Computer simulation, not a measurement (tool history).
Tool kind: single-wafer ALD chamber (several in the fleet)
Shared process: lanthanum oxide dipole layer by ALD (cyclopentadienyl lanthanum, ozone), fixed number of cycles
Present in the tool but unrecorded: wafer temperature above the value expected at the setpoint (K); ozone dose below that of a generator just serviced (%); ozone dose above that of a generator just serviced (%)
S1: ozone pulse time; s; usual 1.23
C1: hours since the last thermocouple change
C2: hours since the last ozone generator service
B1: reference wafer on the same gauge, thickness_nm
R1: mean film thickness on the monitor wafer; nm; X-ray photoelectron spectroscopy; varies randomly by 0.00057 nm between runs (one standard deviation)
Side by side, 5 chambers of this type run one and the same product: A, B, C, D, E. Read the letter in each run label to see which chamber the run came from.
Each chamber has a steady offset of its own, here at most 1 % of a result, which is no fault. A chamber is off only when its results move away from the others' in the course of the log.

run,hour,S1,C1,C2,B1,R1
1C,11.2,1.23,583.3,391.8,0.60184,0.52933
2D,19.9,1.23,1370.8,321.5,0.60167,0.53051
3A,30.5,1.23,1047.3,530.7,0.60181,0.52801
4E,38.3,1.23,815.7,647.4,0.60147,0.53099
5B,49,0.79,2542.7,998.1,0.60153,0.45704
# hour 57.3: chamber A: thermocouple changed; heater temperature recalibrated
6C,58,0.79,630.1,438.6,0.60169,0.46055
# hour 66.3: chamber B: thermocouple changed; heater temperature recalibrated
7B,69.7,0.79,3.5,1018.8,0.60147,0.45652
8D,78.8,0.79,1429.7,380.4,0.60132,0.46387
9A,87.3,0.79,30,587.5,0.60151,0.45877
10E,99.9,1.23,877.3,709,0.60115,0.53215
11B,111.2,1.23,45,1060.3,0.60111,0.52521
12C,118.5,0.87,690.6,499.1,0.60119,0.4774
13A,127.3,0.87,70,627.5,0.60095,0.47524
14E,134.9,0.87,912.3,744,0.60071,0.47899
# hour 136.8: chamber E: ozone generator serviced
15D,141.4,0.87,1492.3,443,0.60082,0.47977
16C,147,0.87,719.1,527.6,0.60075,0.47763
17D,155.6,1.23,1506.5,457.2,0.60079,0.52998
18A,166.4,1.23,109.1,666.6,0.60064,0.52662
19E,176.2,1.23,953.6,39.4,0.60049,0.53056
20B,182,1.23,115.8,1131.1,0.6006,0.52475
21C,189.7,0.95,761.8,570.3,0.60064,0.49012
22E,202,0.95,979.4,65.2,0.60028,0.49378
23D,211.2,0.95,1562.1,512.8,0.60029,0.4945
24B,223.4,0.95,157.2,1172.5,0.60023,0.48786
25A,229.4,0.95,172.1,729.6,0.60023,0.48974
26D,235.7,1.23,1586.6,537.3,0.60006,0.53
27B,242.8,0.79,176.6,1191.9,0.60003,0.45435
28E,249.7,0.79,1027.1,112.9,0.59993,0.46164
29C,255.4,0.79,827.5,636,0.59991,0.46028
30A,263.1,0.79,205.8,763.3,0.59992,0.45862
31D,271.6,0.79,1622.5,573.2,0.59984,0.46211
32B,277.2,1.23,211,1226.3,0.59974,0.52359
33A,287,1.23,229.7,787.2,0.59963,0.5273
34E,299.3,1.23,1076.7,162.5,0.59965,0.52947
35C,309.9,1.23,882,690.5,0.59947,0.52686
36A,317.2,1.23,259.9,817.4,0.5995,0.52631
37D,324.4,1.49,1675.3,626,0.59957,0.5499

Is one chamber out of step, is the gauge drifting, or do the chambers differ by no more than their own small offsets? For an off chamber, give its letter and the likeliest cause.

The shared gauge is drifting. All chambers look as if they move in step, but none is off.
Likeliest cause: gauge reads low (%) = 0.446.

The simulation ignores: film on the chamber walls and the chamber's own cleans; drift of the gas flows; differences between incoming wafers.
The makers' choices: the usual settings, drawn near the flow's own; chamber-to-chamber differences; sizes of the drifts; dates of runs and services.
